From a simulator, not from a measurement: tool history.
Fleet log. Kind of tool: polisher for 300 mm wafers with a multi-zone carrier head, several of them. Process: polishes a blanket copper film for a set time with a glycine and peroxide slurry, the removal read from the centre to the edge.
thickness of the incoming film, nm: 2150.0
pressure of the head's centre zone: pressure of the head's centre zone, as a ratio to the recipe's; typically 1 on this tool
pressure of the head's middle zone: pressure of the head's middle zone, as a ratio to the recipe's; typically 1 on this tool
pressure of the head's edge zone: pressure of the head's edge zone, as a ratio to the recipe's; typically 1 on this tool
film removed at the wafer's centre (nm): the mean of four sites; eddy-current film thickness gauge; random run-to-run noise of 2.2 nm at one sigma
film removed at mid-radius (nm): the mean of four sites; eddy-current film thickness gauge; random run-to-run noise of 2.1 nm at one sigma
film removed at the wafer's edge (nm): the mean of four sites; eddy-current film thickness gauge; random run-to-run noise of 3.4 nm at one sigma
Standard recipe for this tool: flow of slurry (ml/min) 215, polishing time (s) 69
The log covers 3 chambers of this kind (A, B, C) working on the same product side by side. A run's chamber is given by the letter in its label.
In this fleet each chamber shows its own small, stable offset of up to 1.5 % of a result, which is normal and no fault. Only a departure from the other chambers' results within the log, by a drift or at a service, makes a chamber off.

| run | hour | flow of slurry (ml/min) | pressure of the head's centre zone | pressure of the head's middle zone | pressure of the head's edge zone | polishing time (s) | wafers polished on this pad | hours since the slurry nozzle was cleaned | hours since the centre zone pressure was calibrated | hours since the edge zone pressure was calibrated | film removed at the wafer's centre (nm) | film removed at mid-radius (nm) | film removed at the wafer's edge (nm) |
|---|---|---|---|---|---|---|---|---|---|---|---|---|---|
| 1A | 5.1 | 215 | 1 | 1 | 1 | 69 | 298 | 227 | 296.6 | 446.9 | 261.95 | 257.07 | 256.85 |
|  | 6.3 | chamber C: worn pad replaced by a new one |
|  | 9.1 | chamber C: edge zone pressure recalibrated |
| 2C | 9.3 | 215 | 1 | 1 | 1 | 69 | 30 | 297.7 | 200.1 | 0.2 | 256.62 | 256.26 | 261.07 |
| 3B | 15.4 | 215 | 1 | 1 | 1 | 69 | 554 | 286.4 | 262.8 | 243.2 | 256.25 | 259.64 | 258.62 |
| 4C | 23 | 215 | 1 | 1 | 1 | 69 | 169 | 311.4 | 213.8 | 13.9 | 251.69 | 253.15 | 254.14 |
| 5A | 29.4 | 215 | 1 | 1 | 1 | 69 | 543 | 251.3 | 320.9 | 471.2 | 256.3 | 257.89 | 261.82 |
| 6B | 36.1 | 215 | 1 | 1 | 1 | 69 | 763 | 307.1 | 283.5 | 263.9 | 256.81 | 258.73 | 259.58 |
| 7B | 43.1 | 215 | 1 | 1 | 1 | 69 | 834 | 314.1 | 290.5 | 270.9 | 251.72 | 256.1 | 260.03 |
|  | 44.9 | chamber A: worn pad replaced by a new one |
| 8A | 49.7 | 215 | 1 | 1 | 1 | 69 | 49 | 271.6 | 341.2 | 491.5 | 258.58 | 259.89 | 255.9 |
| 9C | 53.2 | 215 | 1 | 1 | 1 | 69 | 474 | 341.6 | 244 | 44.1 | 255.16 | 260.89 | 258.91 |
| 10A | 57.8 | 215 | 1 | 1 | 1 | 69 | 131 | 279.7 | 349.3 | 499.6 | 260.69 | 259.05 | 259.39 |
| 11B | 62.9 | 255 | 1 | 1 | 1 | 69 | 1034 | 333.9 | 310.3 | 290.7 | 257.45 | 256.64 | 263.04 |
| 12C | 70.4 | 255 | 1 | 1 | 1 | 69 | 648 | 358.8 | 261.2 | 61.3 | 259.27 | 261.4 | 267.78 |
| 13B | 76 | 255 | 1 | 1 | 1 | 69 | 1166 | 347 | 323.4 | 303.8 | 246.35 | 251.2 | 253.84 |
| 14C | 82.8 | 215 | 1 | 1 | 1 | 69 | 774 | 371.2 | 273.6 | 73.7 | 257.44 | 254.22 | 260.06 |
| 15A | 87.6 | 215 | 1 | 1 | 1 | 69 | 432 | 309.5 | 379.1 | 529.4 | 258.68 | 257.94 | 260.54 |
|  | 93 | chamber C: worn pad replaced by a new one |
| 16A | 93.5 | 215 | 1 | 1 | 1 | 69 | 492 | 315.4 | 385 | 535.3 | 256.04 | 259.34 | 259.76 |
| 17C | 98.2 | 215 | 1 | 1 | 1 | 69 | 53 | 386.6 | 289 | 89.1 | 256.57 | 257.84 | 260.08 |
| 18B | 102.8 | 215 | 1 | 1 | 1 | 69 | 1437 | 373.8 | 350.2 | 330.6 | 236.73 | 238.12 | 237.88 |
| 19C | 108.1 | 215 | 1 | 1 | 1 | 69 | 153 | 396.5 | 298.9 | 99 | 255.71 | 253.86 | 261.05 |
| 20B | 115.2 | 215 | 1 | 1 | 1 | 69 | 1563 | 386.2 | 362.6 | 343 | 231.42 | 233.12 | 233.73 |

Is one chamber out of step, is the gauge drifting, or do the chambers differ by no more than their own small offsets? For an off chamber, give its letter and the likeliest cause.

It is chamber B that slowly wanders off from its peers.
What lies behind it: removal rate lost through wear of the pad, % = 10.3.

Which of the 4 candidates below, each the usual settings with something changed and its results left as question marks, puts chamber B back in line with what the other chambers give on the usual settings?
In line means no further than this from the other chambers' mean on the usual settings: film removed at the wafer's centre (nm) 7.8; film removed at mid-radius (nm) 7.2; film removed at the wafer's edge (nm) 12
| 21B-1 | 120.7 | 220 | 1 | 1 | 1 | 76 |  |  |  |  | ? | ? | ? |
| 21B-2 | 120.7 | 220 | 1.01 | 1 | 1.01 | 84 |  |  |  |  | ? | ? | ? |
| 21B-3 | 120.7 | 210 | 1 | 1 | 0.99 | 57 |  |  |  |  | ? | ? | ? |
| 21B-4 | 120.7 | 210 | 1 | 1 | 1 | 62 |  |  |  |  | ? | ? | ? |

What the other chambers average on the usual settings: film removed at the wafer's centre (nm) 256.52; film removed at mid-radius (nm) 257.28; film removed at the wafer's edge (nm) 258.43
| run | film removed at the wafer's centre (nm) | film removed at mid-radius (nm) | film removed at the wafer's edge (nm) |
|---|---|---|---|
| 21B-1 | 254.54 | 254.06 | 255.42 |
| 21B-2 | 284.38 | 280.79 | 283.8 |
| 21B-3 | 189.56 | 189.35 | 189.66 |
| 21B-4 | 206.19 | 205.95 | 207.39 |
21B-1 puts the chamber back in line with the other chambers.
